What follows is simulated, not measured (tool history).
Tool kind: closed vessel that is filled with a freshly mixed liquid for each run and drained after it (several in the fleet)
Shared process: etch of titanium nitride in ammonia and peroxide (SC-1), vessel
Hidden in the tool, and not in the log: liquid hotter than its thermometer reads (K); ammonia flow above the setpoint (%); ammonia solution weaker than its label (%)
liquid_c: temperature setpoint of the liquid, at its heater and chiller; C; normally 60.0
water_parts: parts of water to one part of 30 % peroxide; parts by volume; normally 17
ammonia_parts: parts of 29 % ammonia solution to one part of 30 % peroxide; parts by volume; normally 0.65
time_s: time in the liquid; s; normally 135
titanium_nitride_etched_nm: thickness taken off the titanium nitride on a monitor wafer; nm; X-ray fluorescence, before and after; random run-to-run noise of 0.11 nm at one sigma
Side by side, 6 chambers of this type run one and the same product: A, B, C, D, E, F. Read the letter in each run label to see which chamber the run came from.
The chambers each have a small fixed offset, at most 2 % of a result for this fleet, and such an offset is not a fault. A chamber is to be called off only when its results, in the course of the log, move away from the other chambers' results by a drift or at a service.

run,hour,liquid_c,water_parts,ammonia_parts,time_s,hours since the thermometer was replaced,hours since the ammonia flow meter was replaced,hours since the drum of ammonia solution was connected,"read-back film thickness of the titanium nitride reference wafer, read on the same gauge (nm)",titanium_nitride_etched_nm
1A,4.8,60.0,17,0.65,135,803.0,1577.2,406.2,60.010,16.4530
2F,8.1,60.0,17,0.65,135,363.7,332.9,137.5,59.985,16.6350
3C,11.9,60.0,17,0.65,135,314.0,140.2,440.0,60.017,16.1810
4D,15.0,60.0,17,0.65,135,521.5,18.8,626.0,60.004,16.4410
5E,20.8,60.0,17,0.65,135,494.2,772.6,109.3,60.004,16.5290
6B,26.6,60.0,17,0.65,135,308.4,574.2,466.8,60.019,16.4740
7D,32.6,60.0,17,0.65,135,539.1,36.4,643.6,59.958,16.3550
# hour 36.2: chamber A: new drum of ammonia solution connected
8C,36.7,60.0,17,0.65,135,338.8,165.0,464.8,60.004,16.4460
9F,41.9,60.0,17,0.65,135,397.5,366.7,171.3,60.014,16.6230
10A,45.0,60.0,17,0.65,135,843.2,1617.4,8.9,59.994,16.6160
11E,48.7,60.0,17,0.65,80,522.1,800.5,137.2,59.982,9.7694
12B,55.6,60.0,17,0.65,80,337.4,603.2,495.8,59.988,9.7417
13D,61.7,60.0,17,0.65,80,568.2,65.5,672.7,60.010,9.7904
14F,68.4,60.0,17,0.65,80,424.0,393.2,197.8,60.030,9.9001
# hour 73.4: chamber F: ammonia flow meter replaced
15B,75.0,60.0,17,0.65,80,356.8,622.6,515.2,59.970,9.8727
16A,79.1,60.0,17,0.65,80,877.3,1651.5,43.0,60.007,9.7550
17E,84.9,60.0,17,0.65,135,558.3,836.7,173.4,60.025,16.5460
18C,88.6,60.0,17,0.65,135,390.7,216.9,516.7,60.004,16.2390
19E,94.5,60.0,17,0.65,135,567.9,846.3,183.0,59.994,16.6410
20A,100.0,60.0,17,0.65,135,898.2,1672.4,63.9,60.009,16.3770
# hour 101.0: chamber C: new drum of ammonia solution connected
21B,105.2,60.0,17,0.65,135,387.0,652.8,545.4,60.002,16.3900
22F,110.1,60.0,17,0.65,135,465.7,36.7,239.5,60.011,16.5630
23D,116.9,60.0,17,0.65,135,623.4,120.7,727.9,60.007,16.8790
24C,120.6,60.0,17,0.65,135,422.7,248.9,19.7,60.031,16.1450
25D,124.3,60.0,17,0.65,135,630.8,128.1,735.3,60.016,16.6970
26F,130.2,60.0,17,0.65,135,485.8,56.8,259.6,59.973,16.4400
27E,135.7,51.5,17,0.65,60,609.1,887.5,224.2,60.010,4.1654
28C,141.4,51.5,17,0.65,60,443.5,269.7,40.5,60.006,4.1076
29A,145.5,51.5,17,0.65,60,943.7,1717.9,109.4,60.020,4.1019
30B,148.6,51.5,17,0.65,60,430.4,696.2,588.8,60.007,4.0844
31F,153.7,51.5,17,0.65,60,509.3,80.3,283.1,60.005,4.1038
32C,158.2,51.5,17,0.65,60,460.3,286.5,57.3,59.995,4.1155
33B,161.3,60.0,17,0.65,135,443.1,708.9,601.5,60.004,16.3960
34D,168.1,60.0,17,0.65,135,674.6,171.9,779.1,59.994,17.0650
35A,172.9,60.0,17,0.65,135,971.1,1745.3,136.8,60.008,16.5890
36E,176.2,60.0,17,0.65,135,649.6,928.0,264.7,59.998,16.5250
37A,180.3,60.0,17,0.65,135,978.5,1752.7,144.2,59.993,16.4080
38D,184.2,60.0,17,0.65,135,690.7,188.0,795.2,59.988,16.9530
39F,187.4,60.0,17,0.65,135,543.0,114.0,316.8,60.005,16.5950
40B,191.4,60.0,17,0.65,185,473.2,739.0,631.6,59.975,22.3910
41C,194.9,60.0,17,0.65,185,497.0,323.2,94.0,59.982,22.3460

Each of the 6 chambers runs these same settings next. Fill in every chamber's results:
42A,199.9,60.0,17,0.65,135,,,,,?
42B,199.9,60.0,17,0.65,135,,,,,?
42C,199.9,60.0,17,0.65,135,,,,,?
42D,199.9,60.0,17,0.65,135,,,,,?
42E,199.9,60.0,17,0.65,135,,,,,?
42F,199.9,60.0,17,0.65,135,,,,,?

run,titanium_nitride_etched_nm
42A,16.4160
42B,16.5100
42C,16.3970
42D,17.1380
42E,16.5550
42F,16.4740

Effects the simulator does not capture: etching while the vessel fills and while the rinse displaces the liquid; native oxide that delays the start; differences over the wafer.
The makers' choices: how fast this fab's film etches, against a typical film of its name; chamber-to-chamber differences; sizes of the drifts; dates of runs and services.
